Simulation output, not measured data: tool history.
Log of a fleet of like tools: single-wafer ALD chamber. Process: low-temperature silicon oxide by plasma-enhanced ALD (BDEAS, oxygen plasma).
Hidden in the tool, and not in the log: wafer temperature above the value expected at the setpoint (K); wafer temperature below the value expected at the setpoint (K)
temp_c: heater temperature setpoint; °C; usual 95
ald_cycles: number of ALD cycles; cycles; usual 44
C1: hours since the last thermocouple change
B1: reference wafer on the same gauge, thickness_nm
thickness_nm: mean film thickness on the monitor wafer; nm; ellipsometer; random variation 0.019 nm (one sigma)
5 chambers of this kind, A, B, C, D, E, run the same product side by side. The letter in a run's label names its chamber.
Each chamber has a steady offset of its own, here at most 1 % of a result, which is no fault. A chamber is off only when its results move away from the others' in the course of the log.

Run 1A, hour 11.8: usual settings; C1 1239.3; B1 6.1204. Result: thickness_nm 6.4532 nm.
Run 2E, hour 21.8: usual settings; C1 438.3; B1 6.1194. Result: thickness_nm 6.4206 nm.
Run 3C, hour 35.7: usual settings; C1 1200.7; B1 6.1175. Result: thickness_nm 6.3778 nm.
Run 4B, hour 45.9: usual settings; C1 876.5; B1 6.1246. Result: thickness_nm 6.4635 nm.
Run 5D, hour 54.6: usual settings but temp_c 89 °C, ald_cycles 48 cycles; C1 240.8; B1 6.1195. Result: thickness_nm 7.1883 nm.
Run 6C, hour 61.5: usual settings but temp_c 89 °C, ald_cycles 48 cycles; C1 1226.5; B1 6.1205. Result: thickness_nm 7.1077 nm.
Run 7B, hour 75.2: usual settings but temp_c 89 °C, ald_cycles 48 cycles; C1 905.8; B1 6.1187. Result: thickness_nm 7.1766 nm.
Run 8A, hour 84.6: usual settings but temp_c 89 °C, ald_cycles 48 cycles; C1 1312.1; B1 6.1189. Result: thickness_nm 7.1689 nm.
Run 9E, hour 95.8: usual settings but temp_c 89 °C, ald_cycles 48 cycles; C1 512.3; B1 6.1194. Result: thickness_nm 7.2081 nm.
Run 10D, hour 107.9: usual settings; C1 294.1; B1 6.1198. Result: thickness_nm 6.4547 nm.
Run 11D, hour 121.5: usual settings; C1 307.7; B1 6.1149. Result: thickness_nm 6.4202 nm.
Run 12A, hour 134.8: usual settings; C1 1362.3; B1 6.1197. Result: thickness_nm 6.4632 nm.
Run 13B, hour 142.0: usual settings; C1 972.6; B1 6.1221. Result: thickness_nm 6.4176 nm.
Run 14E, hour 148.0: usual settings; C1 564.5; B1 6.1165. Result: thickness_nm 6.4032 nm.
Run 15C, hour 155.9: usual settings; C1 1320.9; B1 6.1215. Result: thickness_nm 6.3681 nm.
Run 16E, hour 167.3: usual settings; C1 583.8; B1 6.1201. Result: thickness_nm 6.4609 nm.
Run 17C, hour 180.7: usual settings but temp_c 104 °C; C1 1345.7; B1 6.1204. Result: thickness_nm 6.2369 nm.
Run 18B, hour 193.0: usual settings but temp_c 104 °C; C1 1023.6; B1 6.1226. Result: thickness_nm 6.2441 nm.
Run 19D, hour 200.5: usual settings but temp_c 104 °C; C1 386.7; B1 6.1244. Result: thickness_nm 6.2911 nm.
Run 20A, hour 209.0: usual settings but temp_c 104 °C; C1 1436.5; B1 6.1159. Result: thickness_nm 6.2689 nm.
Run 21D, hour 220.7: usual settings but temp_c 104 °C; C1 406.9; B1 6.1183. Result: thickness_nm 6.3256 nm.
Run 22A, hour 229.2: usual settings; C1 1456.7; B1 6.1186. Result: thickness_nm 6.4666 nm.
Run 23C, hour 235.8: usual settings; C1 1400.8; B1 6.1192. Result: thickness_nm 6.3643 nm.
Run 24B, hour 249.0: usual settings; C1 1079.6; B1 6.1219. Result: thickness_nm 6.4297 nm.
Run 25E, hour 259.8: usual settings; C1 676.3; B1 6.1149. Result: thickness_nm 6.4330 nm.
Run 26A, hour 268.4: usual settings; C1 1495.9; B1 6.1199. Result: thickness_nm 6.4823 nm.
Run 27D, hour 281.9: usual settings; C1 468.1; B1 6.1259. Result: thickness_nm 6.4355 nm.
Run 28E, hour 293.3: usual settings; C1 709.8; B1 6.1207. Result: thickness_nm 6.4270 nm.
Run 29B, hour 305.0: usual settings but temp_c 81 °C; C1 1135.6; B1 6.1205. Result: thickness_nm 6.7569 nm.
Run 30C, hour 315.6: usual settings but temp_c 81 °C; C1 1480.6; B1 6.1197. Result: thickness_nm 6.7204 nm.

Next, every chamber runs the same settings. What will each give?
Run 31A, hour 325.7: usual settings but ald_cycles 40 cycles. Result: thickness_nm ?.
Run 31B, hour 325.7: usual settings but ald_cycles 40 cycles. Result: thickness_nm ?.
Run 31C, hour 325.7: usual settings but ald_cycles 40 cycles. Result: thickness_nm ?.
Run 31D, hour 325.7: usual settings but ald_cycles 40 cycles. Result: thickness_nm ?.
Run 31E, hour 325.7: usual settings but ald_cycles 40 cycles. Result: thickness_nm ?.

run  thickness_nm
31A        5.8560
31B        5.8716
31C        5.8374
31D        5.8637
31E        5.8516
